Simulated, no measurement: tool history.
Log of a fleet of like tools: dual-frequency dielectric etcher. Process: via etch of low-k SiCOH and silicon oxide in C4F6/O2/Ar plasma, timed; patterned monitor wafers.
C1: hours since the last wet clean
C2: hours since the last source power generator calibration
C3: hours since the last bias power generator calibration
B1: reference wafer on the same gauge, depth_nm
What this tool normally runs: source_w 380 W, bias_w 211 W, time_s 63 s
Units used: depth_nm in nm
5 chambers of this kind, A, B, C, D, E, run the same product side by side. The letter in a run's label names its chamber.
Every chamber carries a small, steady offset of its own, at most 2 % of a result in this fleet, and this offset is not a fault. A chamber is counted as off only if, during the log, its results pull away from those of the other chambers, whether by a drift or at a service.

run 1A day=0.15 | source_w=380 bias_w=211 time_s=63 | C1=420.1 C2=1799 C3=757.7 | B1=165.04 | depth_nm=171.1
run 2B day=0.4 | source_w=380 bias_w=211 time_s=63 | C1=413.9 C2=501.1 C3=2225.7 | B1=164.97 | depth_nm=168.61
run 3C day=0.558 | source_w=380 bias_w=211 time_s=63 | C1=283.7 C2=950 C3=1834.6 | B1=164.78 | depth_nm=169.95
run 4D day=0.692 | source_w=380 bias_w=211 time_s=63 | C1=160.2 C2=2342.7 C3=904.6 | B1=165.03 | depth_nm=171.72
run 5E day=0.879 | source_w=380 bias_w=211 time_s=63 | C1=141.1 C2=4042.9 C3=1477.8 | B1=165.16 | depth_nm=170.28
run 6B day=1.142 | source_w=380 bias_w=211 time_s=63 | C1=431.7 C2=518.9 C3=2243.5 | B1=165.1 | depth_nm=169.21
run 7D day=1.342 | source_w=380 bias_w=211 time_s=63 | C1=175.8 C2=2358.3 C3=920.2 | B1=164.92 | depth_nm=172.68
run 8C day=1.592 | source_w=380 bias_w=211 time_s=63 | C1=308.5 C2=974.8 C3=1859.4 | B1=164.93 | depth_nm=167.35
run 9E day=1.738 | source_w=380 bias_w=211 time_s=63 | C1=161.7 C2=4063.5 C3=1498.4 | B1=165.28 | depth_nm=171.26
run 10A day=1.867 | source_w=380 bias_w=211 time_s=63 | C1=461.3 C2=1840.2 C3=798.9 | B1=164.89 | depth_nm=172.05
run 11C day=2.067 | source_w=380 bias_w=211 time_s=63 | C1=319.9 C2=986.2 C3=1870.8 | B1=165.03 | depth_nm=169.6
run 12A day=2.288 | source_w=380 bias_w=211 time_s=50.5 | C1=471.4 C2=1850.3 C3=809 | B1=165.05 | depth_nm=137.6
run 13E day=2.467 | source_w=380 bias_w=211 time_s=50.5 | C1=179.2 C2=4081 C3=1515.9 | B1=164.94 | depth_nm=136.82
run 14B day=2.679 | source_w=380 bias_w=211 time_s=50.5 | C1=468.6 C2=555.8 C3=2280.4 | B1=164.96 | depth_nm=134.79
run 15D day=2.879 | source_w=380 bias_w=211 time_s=50.5 | C1=212.7 C2=2395.2 C3=957.1 | B1=165.01 | depth_nm=138.51
run 16D day=3.108 | source_w=380 bias_w=211 time_s=50.5 | C1=218.2 C2=2400.7 C3=962.6 | B1=164.89 | depth_nm=137.79
run 17E day=3.383 | source_w=380 bias_w=211 time_s=63 | C1=201.2 C2=4103 C3=1537.9 | B1=165.19 | depth_nm=170.34
run 18A day=3.512 | source_w=380 bias_w=211 time_s=63 | C1=500.8 C2=1879.7 C3=838.4 | B1=165.19 | depth_nm=171.79
run 19B day=3.662 | source_w=380 bias_w=211 time_s=63 | C1=492.2 C2=579.4 C3=2304 | B1=165.07 | depth_nm=170.07
run 20C day=3.938 | source_w=380 bias_w=227 time_s=63 | C1=364.8 C2=1031.1 C3=1915.7 | B1=164.93 | depth_nm=175.75
run 21B day=4.167 | source_w=380 bias_w=227 time_s=63 | C1=504.3 C2=591.5 C3=2316.1 | B1=165.09 | depth_nm=173.69
run 22A day=4.379 | source_w=380 bias_w=227 time_s=63 | C1=521.6 C2=1900.5 C3=859.2 | B1=164.94 | depth_nm=174.87
run 23C day=4.554 | source_w=380 bias_w=227 time_s=63 | C1=379.6 C2=1045.9 C3=1930.5 | B1=165.04 | depth_nm=174.04
run 24D day=4.679 | source_w=380 bias_w=227 time_s=63 | C1=255.9 C2=2438.4 C3=1000.3 | B1=165.08 | depth_nm=176.93
run 25E day=4.883 | source_w=380 bias_w=211 time_s=63 | C1=237.2 C2=4139 C3=1573.9 | B1=164.9 | depth_nm=170.42
run 26A day=5.112 | source_w=380 bias_w=211 time_s=63 | C1=539.2 C2=1918.1 C3=876.8 | B1=165.05 | depth_nm=170.65
run 27E day=5.308 | source_w=380 bias_w=211 time_s=63 | C1=247.4 C2=4149.2 C3=1584.1 | B1=164.85 | depth_nm=169.91
run 28C day=5.5 | source_w=380 bias_w=211 time_s=63 | C1=402.3 C2=1068.6 C3=1953.2 | B1=164.94 | depth_nm=170.11
-- day=5.667 chamber A: source power generator calibrated
run 29D day=5.762 | source_w=380 bias_w=211 time_s=63 | C1=281.9 C2=2464.4 C3=1026.3 | B1=164.93 | depth_nm=172.3
run 30B day=5.917 | source_w=380 bias_w=211 time_s=63 | C1=546.3 C2=633.5 C3=2358.1 | B1=164.9 | depth_nm=168.33
run 31E day=6.196 | source_w=340 bias_w=253 time_s=63 | C1=268.7 C2=4170.5 C3=1605.4 | B1=164.89 | depth_nm=174.56
run 32B day=6.467 | source_w=340 bias_w=253 time_s=63 | C1=559.5 C2=646.7 C3=2371.3 | B1=164.87 | depth_nm=173.95
run 33C day=6.725 | source_w=340 bias_w=253 time_s=63 | C1=431.7 C2=1098 C3=1982.6 | B1=165.07 | depth_nm=173.37
run 34A day=6.942 | source_w=340 bias_w=253 time_s=63 | C1=583.1 C2=30.6 C3=920.7 | B1=165.12 | depth_nm=173.22
run 35D day=7.088 | source_w=340 bias_w=253 time_s=63 | C1=313.7 C2=2496.2 C3=1058.1 | B1=164.86 | depth_nm=175.77
run 36E day=7.296 | source_w=380 bias_w=211 time_s=55 | C1=295.1 C2=4196.9 C3=1631.8 | B1=164.98 | depth_nm=147.36
run 37D day=7.488 | source_w=380 bias_w=211 time_s=55 | C1=323.3 C2=2505.8 C3=1067.7 | B1=164.93 | depth_nm=149.92
run 38B day=7.683 | source_w=380 bias_w=211 time_s=55 | C1=588.7 C2=675.9 C3=2400.5 | B1=165.12 | depth_nm=148.37
run 39A day=7.946 | source_w=380 bias_w=211 time_s=55 | C1=607.2 C2=54.7 C3=944.8 | B1=165.07 | depth_nm=149.02
run 40C day=8.233 | source_w=380 bias_w=211 time_s=55 | C1=467.9 C2=1134.2 C3=2018.8 | B1=164.86 | depth_nm=146.69
run 41B day=8.508 | source_w=380 bias_w=211 time_s=63 | C1=608.5 C2=695.7 C3=2420.3 | B1=165.02 | depth_nm=170.17

Predict what each chamber gives when all 5 of them run the settings below next.
run 42A day=8.712 | source_w=380 bias_w=211 time_s=63 | depth_nm=?
run 42B day=8.712 | source_w=380 bias_w=211 time_s=63 | depth_nm=?
run 42C day=8.712 | source_w=380 bias_w=211 time_s=63 | depth_nm=?
run 42D day=8.712 | source_w=380 bias_w=211 time_s=63 | depth_nm=?
run 42E day=8.712 | source_w=380 bias_w=211 time_s=63 | depth_nm=?

run=42A depth_nm=170.39
run=42B depth_nm=170.08
run=42C depth_nm=170.99
run=42D depth_nm=173.98
run=42E depth_nm=169.58
